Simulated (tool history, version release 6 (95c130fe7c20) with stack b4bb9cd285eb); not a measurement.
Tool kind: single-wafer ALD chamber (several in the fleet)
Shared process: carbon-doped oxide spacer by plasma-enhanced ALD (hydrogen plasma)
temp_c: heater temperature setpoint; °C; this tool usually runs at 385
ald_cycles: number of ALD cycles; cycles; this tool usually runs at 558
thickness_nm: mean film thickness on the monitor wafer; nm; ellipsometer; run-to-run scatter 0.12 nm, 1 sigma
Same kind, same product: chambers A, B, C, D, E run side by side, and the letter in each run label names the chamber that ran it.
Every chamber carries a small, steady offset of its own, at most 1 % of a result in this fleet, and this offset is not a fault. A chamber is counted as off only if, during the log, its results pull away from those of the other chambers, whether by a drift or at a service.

run	hour	temp_c	ald_cycles	read-back reference wafer on the same gauge, thickness_nm	thickness_nm
1C	7	385	558	29.999	27.851
2D	15.1	385	558	30.004	27.688
3B	29.3	385	558	29.991	28.228
4A	38.7	385	558	30.001	28.045
5E	50.1	385	558	30.002	28.122
6E	59.3	385	610	30.01	30.544
7D	66.3	385	610	30.043	30.23
8A	77.7	385	610	30.01	30.564
9C	89.3	385	610	30.004	30.432
10B	96.9	385	610	30	30.522
11E	104.8	385	558	30.037	28.042
12D	114.7	385	558	29.97	27.605
13C	125.8	396	475	30.018	23.757
14B	133.8	396	475	30.002	23.9
15A	144.9	396	475	30.021	23.616
16C	159.6	396	475	29.996	23.834
17E	171.1	396	475	30.008	23.94
18B	185.6	385	558	29.997	28.016
19D	195.2	385	558	30.016	27.669
20A	207.7	385	635	30.013	31.692
21B	222.2	385	635	30.011	31.938
22E	236.8	385	635	29.964	31.804
23C	251.7	385	635	30.009	31.899
24A	264	385	635	30.02	32.064
25D	276.3	385	558	29.983	27.562
26C	285.1	385	558	30.041	27.923
27E	295.2	385	558	30.015	27.967
# hour 303.3: chamber A: thermocouple changed; heater temperature recalibrated
28A	306.6	385	558	30.008	28.126
29B	314.9	385	558	30.027	28.113
30D	324.2	385	558	30.042	27.579
31B	331.5	385	558	29.974	28.06
32C	341.6	385	558	30.006	27.885
33E	351.3	385	558	29.969	27.966
34A	360.9	385	558	29.982	28.265
35D	369.8	385	558	29.988	27.831
36A	380.9	385	558	29.993	27.968
# hour 386.6: chamber B: thermocouple changed; heater temperature recalibrated
37E	393.6	385	558	30.016	28.062
38C	401.1	385	558	30.006	27.825
39D	415	385	558	29.995	27.668
40B	426.7	385	558	30.004	28.078
41D	435.1	385	558	30.013	27.842

What goes on in this fleet: one chamber off, a drifting gauge, or nothing beyond the chambers' own small offsets? Name the chamber and the cause, if any.

Nothing is wrong: each chamber keeps only its own small, steady offset and the gauge holds still.
